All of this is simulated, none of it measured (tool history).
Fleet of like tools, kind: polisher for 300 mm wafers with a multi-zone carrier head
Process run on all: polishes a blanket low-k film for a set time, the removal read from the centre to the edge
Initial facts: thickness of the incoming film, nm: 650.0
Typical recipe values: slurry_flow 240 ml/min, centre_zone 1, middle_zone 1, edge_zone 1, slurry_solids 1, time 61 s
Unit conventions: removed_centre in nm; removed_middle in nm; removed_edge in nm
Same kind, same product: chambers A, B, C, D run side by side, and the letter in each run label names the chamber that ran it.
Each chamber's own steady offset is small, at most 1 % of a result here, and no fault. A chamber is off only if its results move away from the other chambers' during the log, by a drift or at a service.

run	hour	slurry_flow	centre_zone	middle_zone	edge_zone	slurry_solids	time	wafers polished on this pad	hours since the slurry nozzle was cleaned	hours since the centre zone pressure was calibrated	hours since the edge zone pressure was calibrated	removed_centre	removed_middle	removed_edge
1A	5.6	240	1	1	1	1	61	429	232.2	87.8	113.3	40.012	40.788	40.07
# hour 16: chamber B: worn pad replaced by a new one
2B	16	240	1	1	1	1	61	0	393.1	139.1	45.5	39.982	39.912	40.052
3D	20.9	240	1	1	1	1	61	1040	63.2	204	534.3	39.601	40.545	39.588
# hour 25.3: chamber D: worn pad replaced by a new one
4C	29.9	240	1	1	1	1	61	890	247.4	1028.7	218.2	40.394	40.269	40.204
5C	38.2	240	1	1	1	1	47	971	255.7	1037	226.5	30.531	31.068	30.978
# hour 39.9: chamber C: worn pad replaced by a new one
6B	43	240	1	1	1	1	47	264	420.1	166.1	72.5	30.834	30.426	30.241
7A	52.9	240	1	1	1	1	47	891	279.5	135.1	160.6	30.983	31.696	30.741
8D	59	240	1	1	1	1	47	330	101.3	242.1	572.4	31.477	31.47	30.749
9D	64.9	240	1	1	1	1	76	387	107.2	248	578.3	48.748	49.245	49.232
# hour 67.8: chamber C: slurry nozzle cleaned
10C	74.8	240	1	1	1	1	76	341	7.1	1073.6	263.1	49.855	50.411	50.521
11B	82.1	240	1	1	1	1	76	646	459.2	205.2	111.6	50.93	48.668	49.983
12A	88	240	1	1	1	1	76	1234	314.6	170.2	195.7	50.845	50.607	50.63
13B	97.7	240	1	1	1	1	61	799	474.8	220.8	127.2	39.887	39.92	39.54
14D	106.2	240	1	1	1	1	61	791	148.5	289.3	619.6	39.912	40.737	39.865
15C	111.7	240	1	1	1	1	61	702	44	1110.5	300	39.758	40.913	41.257
16A	120.5	160	1	1	1	1	61	1552	347.1	202.7	228.2	37.132	37.689	36.613
17B	130.5	160	1	1	1	1	61	1120	507.6	253.6	160	37.739	37.419	37.602
# hour 132.1: chamber B: worn pad replaced by a new one
18C	135.3	160	1	1	1	1	61	933	67.6	1134.1	323.6	37.034	38.437	38.412
# hour 138.4: chamber A: slurry nozzle cleaned
# hour 139.1: chamber C: worn pad replaced by a new one
19A	144.9	160	1	1	1	1	61	1791	6.6	227.1	252.6	36.464	36.447	36.934
20D	152.9	240	1	1	1	1	61	1248	195.2	336	666.3	39.189	39.569	39.281
# hour 154: chamber D: worn pad replaced by a new one
21B	158.8	240	1	1	1	1	61	261	535.9	281.9	188.3	39.723	40.52	40.066
22C	165.8	240	1	1	1	1	61	261	98.1	1164.6	354.1	41.002	40.881	40.956
23D	170.6	240	1	1	1	1	61	163	212.9	353.7	684	39.882	39.922	40.566
24A	180.2	240	1	1	1	1	61	2136	41.9	262.4	287.9	38.322	37.712	37.773
25D	190.8	240	1	1	0.91	1	61	360	233.1	373.9	704.2	40.31	39.372	37.229
26B	197.7	240	1	1	0.91	1	61	641	574.8	320.8	227.2	39.413	40.211	38.138
27A	208.9	240	1	1	0.91	1	61	2417	70.6	291.1	316.6	36.957	37.558	35.136
28C	218.5	240	1	1	0.91	1	61	776	150.8	1217.3	406.8	40.045	40.848	37.948
29D	228.6	240	1	1	1	1	61	730	270.9	411.7	742	39.191	40.976	39.808
# hour 230.3: chamber C: worn pad replaced by a new one
30A	238.2	240	1	1	1	1	61	2703	99.9	320.4	345.9	36.864	37.799	35.9
31B	248.7	240	1	1	1	1	61	1140	625.8	371.8	278.2	40.436	40.159	39.805
# hour 254.1: chamber B: worn pad replaced by a new one
32C	259.5	240	1	1	1	1	61	286	191.8	1258.3	447.8	40.54	40.601	40.239
# hour 265.1: chamber D: centre zone pressure recalibrated
33C	265.6	240	1	1.1	1	1.25	61	345	197.9	1264.4	453.9	44.857	48.034	43.925
# hour 267.6: chamber D: worn pad replaced by a new one
34B	274.3	240	1	1.1	1	1.25	61	198	651.4	397.4	303.8	43.63	47.481	43.235
# hour 279.2: chamber B: slurry nozzle cleaned
35A	280.2	240	1	1.1	1	1.25	61	3114	141.9	362.4	387.9	38.567	42.822	38.374
# hour 282.4: chamber A: centre zone pressure recalibrated
36D	289.8	240	1	1.1	1	1.25	61	217	332.1	24.8	803.2	43.15	47.689	43.512
37A	295.9	240	1	1	1	1	61	3267	157.6	13.5	403.6	35.051	35.385	35.031
38D	306.1	240	1	1	1	1	61	377	348.4	41.1	819.5	39.15	39.184	40.101
39B	313.9	240	1	1	1	1	61	585	34.7	437	343.4	39.587	40.495	39.352

What goes on in this fleet: one chamber off, a drifting gauge, or nothing beyond the chambers' own small offsets? Name the chamber and the cause, if any.

It is chamber A that slowly wanders off from its peers.
Most likely cause: removal rate lost through wear of the pad, % = 14.3.

Chamber A could run next with any of the 4 candidate recipes listed below; each alters the usual settings, and their results appear as question marks. Which one brings its results back in line with what the other chambers deliver on the usual settings?
Counts as in line when no further than this from what the other chambers average on the usual settings: removed_centre 1.8 nm; removed_middle 1.8 nm; removed_edge 1.3 nm
40A-1	321.9	240	0.99	1	1.01	1.05	69					?	?	?
40A-2	321.9	245	0.99	0.99	1.03	1.1	75					?	?	?
40A-3	321.9	235	1.01	1	0.98	0.95	49					?	?	?
40A-4	321.9	240	1.01	1.01	0.98	0.95	54					?	?	?

Other chambers, usual settings, mean: removed_centre 39.859 nm; removed_middle 40.138 nm; removed_edge 39.926 nm
run	removed_centre	removed_middle	removed_edge
40A-1	39.968	40.321	39.555
40A-2	44.449	44.413	44.422
40A-3	27.643	27.293	26.372
40A-4	30.553	30.436	29.114
The right change is 40A-1: it brings the chamber back within the allowed miss of the others.

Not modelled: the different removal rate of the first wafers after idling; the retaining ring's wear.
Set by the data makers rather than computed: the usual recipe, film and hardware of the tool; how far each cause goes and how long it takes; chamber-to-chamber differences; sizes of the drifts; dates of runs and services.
